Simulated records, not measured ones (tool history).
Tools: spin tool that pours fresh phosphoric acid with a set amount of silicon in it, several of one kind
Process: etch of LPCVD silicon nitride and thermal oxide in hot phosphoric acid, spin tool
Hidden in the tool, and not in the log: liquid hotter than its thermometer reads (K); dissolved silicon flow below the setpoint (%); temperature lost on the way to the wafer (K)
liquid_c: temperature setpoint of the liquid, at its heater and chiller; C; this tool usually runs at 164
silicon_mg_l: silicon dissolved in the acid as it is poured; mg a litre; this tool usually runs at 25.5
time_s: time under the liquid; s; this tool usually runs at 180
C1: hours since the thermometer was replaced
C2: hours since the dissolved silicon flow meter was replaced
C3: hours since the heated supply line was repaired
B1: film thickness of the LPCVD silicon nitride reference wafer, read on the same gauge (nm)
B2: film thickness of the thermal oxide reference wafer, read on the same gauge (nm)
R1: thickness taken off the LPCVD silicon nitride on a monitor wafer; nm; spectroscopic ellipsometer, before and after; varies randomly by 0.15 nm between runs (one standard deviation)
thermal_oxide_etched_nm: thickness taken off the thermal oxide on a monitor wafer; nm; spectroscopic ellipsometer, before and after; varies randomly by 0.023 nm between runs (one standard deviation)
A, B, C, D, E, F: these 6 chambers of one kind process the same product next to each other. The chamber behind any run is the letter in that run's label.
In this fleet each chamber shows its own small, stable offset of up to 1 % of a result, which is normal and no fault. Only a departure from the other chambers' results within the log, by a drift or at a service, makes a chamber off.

{"run": "1E", "hour": 10.4, "liquid_c": 164, "silicon_mg_l": 25.5, "time_s": 180, "C1": 2160.6, "C2": 1421.2, "C3": 1804.3, "B1": 129.98, "B2": 139.99, "R1": 18.956, "thermal_oxide_etched_nm": 0.36322}
{"run": "2F", "hour": 16.7, "liquid_c": 164, "silicon_mg_l": 25.5, "time_s": 180, "C1": 767, "C2": 1473.1, "C3": 279.1, "B1": 130.02, "B2": 140.01, "R1": 18.619, "thermal_oxide_etched_nm": 0.34301}
{"run": "3D", "hour": 23.4, "liquid_c": 164, "silicon_mg_l": 25.5, "time_s": 180, "C1": 984.2, "C2": 703.4, "C3": 1505.9, "B1": 130, "B2": 139.99, "R1": 18.89, "thermal_oxide_etched_nm": 0.3715}
{"hour": 31.9, "done": "chamber C: heated supply line repaired"}
{"run": "4A", "hour": 32.8, "liquid_c": 164, "silicon_mg_l": 25.5, "time_s": 180, "C1": 1027.7, "C2": 388.9, "C3": 33.6, "B1": 130.01, "B2": 140.03, "R1": 18.908, "thermal_oxide_etched_nm": 0.35142}
{"run": "5C", "hour": 42.8, "liquid_c": 164, "silicon_mg_l": 25.5, "time_s": 180, "C1": 410, "C2": 326.9, "C3": 10.9, "B1": 130.01, "B2": 140.01, "R1": 19.322, "thermal_oxide_etched_nm": 0.34941}
{"run": "6B", "hour": 51.8, "liquid_c": 164, "silicon_mg_l": 25.5, "time_s": 180, "C1": 277.6, "C2": 111.5, "C3": 1584.5, "B1": 130.01, "B2": 140.02, "R1": 19.022, "thermal_oxide_etched_nm": 0.32291}
{"run": "7D", "hour": 57.3, "liquid_c": 164, "silicon_mg_l": 25.5, "time_s": 180, "C1": 1018.1, "C2": 737.3, "C3": 1539.8, "B1": 130.01, "B2": 140, "R1": 19.005, "thermal_oxide_etched_nm": 0.35435}
{"run": "8C", "hour": 63.2, "liquid_c": 164, "silicon_mg_l": 25.5, "time_s": 180, "C1": 430.4, "C2": 347.3, "C3": 31.3, "B1": 130, "B2": 140, "R1": 19.034, "thermal_oxide_etched_nm": 0.32756}
{"run": "9A", "hour": 72.2, "liquid_c": 164, "silicon_mg_l": 25.5, "time_s": 180, "C1": 1067.1, "C2": 428.3, "C3": 73, "B1": 130.01, "B2": 139.98, "R1": 19.292, "thermal_oxide_etched_nm": 0.33349}
{"run": "10B", "hour": 77.7, "liquid_c": 164, "silicon_mg_l": 25.5, "time_s": 180, "C1": 303.5, "C2": 137.4, "C3": 1610.4, "B1": 129.99, "B2": 140.01, "R1": 18.962, "thermal_oxide_etched_nm": 0.31964}
{"run": "11F", "hour": 84.5, "liquid_c": 164, "silicon_mg_l": 25.5, "time_s": 180, "C1": 834.8, "C2": 1540.9, "C3": 346.9, "B1": 129.99, "B2": 140, "R1": 18.842, "thermal_oxide_etched_nm": 0.37122}
{"run": "12E", "hour": 89.4, "liquid_c": 165.5, "silicon_mg_l": 33, "time_s": 180, "C1": 2239.6, "C2": 1500.2, "C3": 1883.3, "B1": 130.01, "B2": 140, "R1": 19.565, "thermal_oxide_etched_nm": 0.29826}
{"run": "13B", "hour": 96.3, "liquid_c": 165.5, "silicon_mg_l": 33, "time_s": 180, "C1": 322.1, "C2": 156, "C3": 1629, "B1": 130.01, "B2": 140.01, "R1": 19.878, "thermal_oxide_etched_nm": 0.29867}
{"run": "14D", "hour": 104.4, "liquid_c": 165.5, "silicon_mg_l": 33, "time_s": 180, "C1": 1065.2, "C2": 784.4, "C3": 1586.9, "B1": 130.01, "B2": 139.97, "R1": 19.7, "thermal_oxide_etched_nm": 0.30393}
{"run": "15C", "hour": 111.1, "liquid_c": 165.5, "silicon_mg_l": 33, "time_s": 180, "C1": 478.3, "C2": 395.2, "C3": 79.2, "B1": 129.99, "B2": 140, "R1": 20.273, "thermal_oxide_etched_nm": 0.27999}
{"run": "16E", "hour": 120.6, "liquid_c": 165.5, "silicon_mg_l": 33, "time_s": 180, "C1": 2270.8, "C2": 1531.4, "C3": 1914.5, "B1": 129.99, "B2": 139.99, "R1": 20.072, "thermal_oxide_etched_nm": 0.25909}
{"run": "17F", "hour": 129.1, "liquid_c": 165.5, "silicon_mg_l": 33, "time_s": 180, "C1": 879.4, "C2": 1585.5, "C3": 391.5, "B1": 129.99, "B2": 140.02, "R1": 20.125, "thermal_oxide_etched_nm": 0.28126}
{"run": "18A", "hour": 136.4, "liquid_c": 164, "silicon_mg_l": 25.5, "time_s": 180, "C1": 1131.3, "C2": 492.5, "C3": 137.2, "B1": 129.99, "B2": 140.01, "R1": 18.84, "thermal_oxide_etched_nm": 0.36082}
{"run": "19F", "hour": 146.0, "liquid_c": 164, "silicon_mg_l": 25.5, "time_s": 180, "C1": 896.3, "C2": 1602.4, "C3": 408.4, "B1": 130.03, "B2": 140.01, "R1": 19.105, "thermal_oxide_etched_nm": 0.34545}
{"run": "20D", "hour": 150.9, "liquid_c": 164, "silicon_mg_l": 25.5, "time_s": 180, "C1": 1111.7, "C2": 830.9, "C3": 1633.4, "B1": 130.01, "B2": 140.02, "R1": 18.656, "thermal_oxide_etched_nm": 0.33982}
{"run": "21C", "hour": 158.2, "liquid_c": 164, "silicon_mg_l": 25.5, "time_s": 180, "C1": 525.4, "C2": 442.3, "C3": 126.3, "B1": 129.99, "B2": 139.98, "R1": 19.025, "thermal_oxide_etched_nm": 0.37121}
{"run": "22A", "hour": 165.4, "liquid_c": 164, "silicon_mg_l": 25.5, "time_s": 180, "C1": 1160.3, "C2": 521.5, "C3": 166.2, "B1": 130, "B2": 140, "R1": 19.199, "thermal_oxide_etched_nm": 0.32999}
{"run": "23B", "hour": 174.8, "liquid_c": 164, "silicon_mg_l": 25.5, "time_s": 180, "C1": 400.6, "C2": 234.5, "C3": 1707.5, "B1": 130, "B2": 140, "R1": 18.944, "thermal_oxide_etched_nm": 0.36025}
{"run": "24E", "hour": 184.8, "liquid_c": 164, "silicon_mg_l": 25.5, "time_s": 180, "C1": 2335, "C2": 1595.6, "C3": 1978.7, "B1": 129.99, "B2": 139.99, "R1": 18.684, "thermal_oxide_etched_nm": 0.35097}
{"run": "25F", "hour": 191.2, "liquid_c": 164, "silicon_mg_l": 25.5, "time_s": 180, "C1": 941.5, "C2": 1647.6, "C3": 453.6, "B1": 130.01, "B2": 140.04, "R1": 19.633, "thermal_oxide_etched_nm": 0.33512}
{"hour": 196.8, "done": "chamber D: dissolved silicon flow meter replaced"}
{"run": "26A", "hour": 199.6, "liquid_c": 164, "silicon_mg_l": 25.5, "time_s": 180, "C1": 1194.5, "C2": 555.7, "C3": 200.4, "B1": 130, "B2": 139.99, "R1": 18.84, "thermal_oxide_etched_nm": 0.3467}
{"run": "27E", "hour": 208.8, "liquid_c": 164, "silicon_mg_l": 25.5, "time_s": 180, "C1": 2359, "C2": 1619.6, "C3": 2002.7, "B1": 130.01, "B2": 139.98, "R1": 18.735, "thermal_oxide_etched_nm": 0.32149}
{"run": "28C", "hour": 217.3, "liquid_c": 164, "silicon_mg_l": 25.5, "time_s": 180, "C1": 584.5, "C2": 501.4, "C3": 185.4, "B1": 129.99, "B2": 139.99, "R1": 18.819, "thermal_oxide_etched_nm": 0.33474}
{"run": "29B", "hour": 227.0, "liquid_c": 164, "silicon_mg_l": 25.5, "time_s": 180, "C1": 452.8, "C2": 286.7, "C3": 1759.7, "B1": 130.01, "B2": 140, "R1": 18.735, "thermal_oxide_etched_nm": 0.30984}
{"run": "30D", "hour": 235.2, "liquid_c": 164, "silicon_mg_l": 5.5, "time_s": 180, "C1": 1196, "C2": 38.5, "C3": 1717.7, "B1": 130.01, "B2": 140.04, "R1": 19.118, "thermal_oxide_etched_nm": 0.64213}
{"run": "31D", "hour": 242.5, "liquid_c": 164, "silicon_mg_l": 5.5, "time_s": 180, "C1": 1203.3, "C2": 45.8, "C3": 1725, "B1": 130.01, "B2": 140.01, "R1": 19.107, "thermal_oxide_etched_nm": 0.57681}
{"run": "32B", "hour": 250.5, "liquid_c": 164, "silicon_mg_l": 5.5, "time_s": 180, "C1": 476.3, "C2": 310.2, "C3": 1783.2, "B1": 130, "B2": 139.96, "R1": 18.86, "thermal_oxide_etched_nm": 0.61926}
{"run": "33A", "hour": 260.6, "liquid_c": 164, "silicon_mg_l": 5.5, "time_s": 180, "C1": 1255.5, "C2": 616.7, "C3": 261.4, "B1": 130, "B2": 140.01, "R1": 18.949, "thermal_oxide_etched_nm": 0.65616}
{"run": "34F", "hour": 265.4, "liquid_c": 164, "silicon_mg_l": 5.5, "time_s": 180, "C1": 1015.7, "C2": 1721.8, "C3": 527.8, "B1": 130, "B2": 139.96, "R1": 19.683, "thermal_oxide_etched_nm": 0.65798}
{"run": "35E", "hour": 271.7, "liquid_c": 164, "silicon_mg_l": 5.5, "time_s": 180, "C1": 2421.9, "C2": 1682.5, "C3": 2065.6, "B1": 130.01, "B2": 139.97, "R1": 18.518, "thermal_oxide_etched_nm": 0.57753}
{"run": "36C", "hour": 282.1, "liquid_c": 164, "silicon_mg_l": 25.5, "time_s": 180, "C1": 649.3, "C2": 566.2, "C3": 250.2, "B1": 130, "B2": 140.01, "R1": 18.946, "thermal_oxide_etched_nm": 0.32492}
{"run": "37E", "hour": 290.8, "liquid_c": 164, "silicon_mg_l": 25.5, "time_s": 180, "C1": 2441, "C2": 1701.6, "C3": 2084.7, "B1": 130.02, "B2": 140.01, "R1": 19.008, "thermal_oxide_etched_nm": 0.35178}
{"run": "38D", "hour": 295.8, "liquid_c": 164, "silicon_mg_l": 25.5, "time_s": 180, "C1": 1256.6, "C2": 99.1, "C3": 1778.3, "B1": 130.01, "B2": 140.02, "R1": 18.577, "thermal_oxide_etched_nm": 0.34597}

Read the log: is a single chamber off, either drifting away or since a service, is the gauge that measures every chamber drifting, or is nothing wrong beyond small per-chamber offsets? Name any odd chamber and what most likely caused it.

It is chamber F that slowly wanders off from its peers.
Most likely cause: liquid hotter than its thermometer reads (K) = 1.8.

Here are 4 candidates for chamber F's next run, each the usual settings with a change, their results left as question marks. Which one brings its results back in line with what the others give on the usual settings?
Counts as in line when no further than this from what the other chambers average on the usual settings: R1 0.53 nm; thermal_oxide_etched_nm 0.079 nm
{"run": "39F-1", "hour": 303.6, "liquid_c": 164, "silicon_mg_l": 27.5, "time_s": 170, "R1": "?", "thermal_oxide_etched_nm": "?"}
{"run": "39F-2", "hour": 303.6, "liquid_c": 164, "silicon_mg_l": 29.5, "time_s": 160, "R1": "?", "thermal_oxide_etched_nm": "?"}
{"run": "39F-3", "hour": 303.6, "liquid_c": 164, "silicon_mg_l": 21.5, "time_s": 200, "R1": "?", "thermal_oxide_etched_nm": "?"}
{"run": "39F-4", "hour": 303.6, "liquid_c": 164, "silicon_mg_l": 23.5, "time_s": 190, "R1": "?", "thermal_oxide_etched_nm": "?"}

Other chambers, usual settings, mean: R1 18.934 nm; thermal_oxide_etched_nm 0.35053 nm
run=39F-1 R1=18.989 thermal_oxide_etched_nm=0.34638
run=39F-2 R1=17.872 thermal_oxide_etched_nm=0.30111
run=39F-3 R1=22.34 thermal_oxide_etched_nm=0.49789
run=39F-4 R1=21.223 thermal_oxide_etched_nm=0.44343
With 39F-1, the chamber falls back in line with the rest.
